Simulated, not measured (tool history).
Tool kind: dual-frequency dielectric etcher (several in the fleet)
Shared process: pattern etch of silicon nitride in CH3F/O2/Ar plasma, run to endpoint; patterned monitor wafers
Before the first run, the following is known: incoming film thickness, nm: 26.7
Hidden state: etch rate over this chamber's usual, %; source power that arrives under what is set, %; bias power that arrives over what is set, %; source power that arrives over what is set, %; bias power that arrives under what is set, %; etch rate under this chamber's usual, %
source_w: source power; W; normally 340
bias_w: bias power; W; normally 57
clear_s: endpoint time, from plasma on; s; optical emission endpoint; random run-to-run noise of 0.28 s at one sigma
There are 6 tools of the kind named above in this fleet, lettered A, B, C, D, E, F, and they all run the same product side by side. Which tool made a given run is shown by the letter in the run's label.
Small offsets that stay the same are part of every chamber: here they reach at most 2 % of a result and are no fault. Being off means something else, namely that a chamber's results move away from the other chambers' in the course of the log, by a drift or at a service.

run   hour  source_w  bias_w  hours since the last wet clean  hours since the last source power generator calibration  hours since the last bias power generator calibration  clear_s
 1D   12.4       340      57                           493.7                                                   1290.4                                                 1428.5   44.192
 2B   26.4       340      57                           208.8                                                   1078.8                                                    931   44.336
 3A   33.4       340      57                           190.7                                                     1389                                                  319.2   45.017
 4F   44.8       340      57                           167.5                                                    178.7                                                 1316.1   44.187
      46.9  -- chamber E: wet clean of the chamber
 5E   51.8       340      57                             4.9                                                    472.4                                                  680.3   44.501
      53.9  -- chamber D: wet clean of the chamber
 6C   67.2       340      57                           339.9                                                    973.5                                                  692.6   43.491
 7F   81.8       340      57                           204.5                                                    215.7                                                 1353.1   44.498
 8D   89.2       340      57                            35.4                                                   1367.2                                                 1505.3   44.148
 9B   98.5       340      57                           280.9                                                   1150.9                                                 1003.1   44.724
10C  106.3       340      57                             379                                                   1012.6                                                  731.7   44.435
11E  113.9       340      57                              67                                                    534.5                                                  742.4   44.193
12A  121.7       280      64                             279                                                   1477.3                                                  407.5   46.715
13A  128.4       280      64                           285.7                                                     1484                                                  414.2   46.994
14B  139.6       280      64                             322                                                     1192                                                 1044.2   46.651
15E  148.5       280      64                           101.6                                                    569.1                                                    777   46.265
16F  159.8       280      64                           282.5                                                    293.7                                                 1431.1   46.332
17D  167.9       280      64                           114.1                                                   1445.9                                                   1584   46.279
18C  181.5       340      57                           454.2                                                   1087.8                                                  806.9    44.34
19A  195.5       370      57                           352.8                                                   1551.1                                                  481.3   43.457
20B  204.7       370      57                           387.1                                                   1257.1                                                 1109.3   43.034
     206.3  -- chamber B: wet clean of the chamber
21D  211.5       370      57                           157.7                                                   1489.5                                                 1627.6   42.612
22E  221.8       370      57                           174.9                                                    642.4                                                  850.3   43.534
23C  229.9       370      57                           502.6                                                   1136.2                                                  855.3   42.688
24F  237.3       370      57                             360                                                    371.2                                                 1508.6   43.823
25D  251.6       340      57                           197.8                                                   1529.6                                                 1667.7   43.914
26B  266.7       340      57                            60.4                                                   1319.1                                                 1171.3   44.905
27F  280.5       390      48                           403.2                                                    414.4                                                 1551.8   45.484
28E  295.5       390      48                           248.6                                                    716.1                                                    924   44.454
29A  308.9       390      48                           466.2                                                   1664.5                                                  594.7   45.879
30C  319.8       390      48                           592.5                                                   1226.1                                                  945.2   43.931
     326.2  -- chamber C: wet clean of the chamber
31F  328.1       390      48                           450.8                                                      462                                                 1599.4    45.79
32C  339.1       390      48                            12.9                                                   1245.4                                                  964.5    44.59
33B  350.1       340      57                           143.8                                                   1402.5                                                 1254.7   44.457
     356.4  -- chamber A: wet clean of the chamber
34D    361       340      57                           307.2                                                     1639                                                 1777.1    43.75
35A    373       340      57                            16.6                                                   1728.6                                                  658.8   45.003
       382  -- chamber E: wet clean of the chamber
36E  385.4       390      69                             3.4                                                      806                                                 1013.9   39.602
37B  396.1       390      69                           189.8                                                   1448.5                                                 1300.7   39.945
38E  403.5       390      69                            21.5                                                    824.1                                                   1032   39.758

Is one chamber out of step, is the gauge drifting, or do the chambers differ by no more than their own small offsets? For an off chamber, give its letter and the likeliest cause.

Little by little, chamber F moves away from the other chambers.
What lies behind it: etch rate under this chamber's usual, % = 4.19.

Chamber F could run next with any of the 4 candidate recipes listed below; each alters the usual settings, and their results appear as question marks. Which one brings its results back in line with what the other chambers deliver on the usual settings?
Counts as in line when no further than this from what the other chambers average on the usual settings: clear_s 0.98 s
39F-1  414.7       310      57                                                                                                                                                        ?
39F-2  414.7       340      64                                                                                                                                                        ?
39F-3  414.7       380      63                                                                                                                                                        ?
39F-4  414.7       340      44                                                                                                                                                        ?

The mean the other chambers reach with the usual settings: clear_s 44.626 s
  run  clear_s
39F-1   48.258
39F-2   44.827
39F-3   43.193
39F-4   50.549
With 39F-2, the chamber falls back in line with the rest.
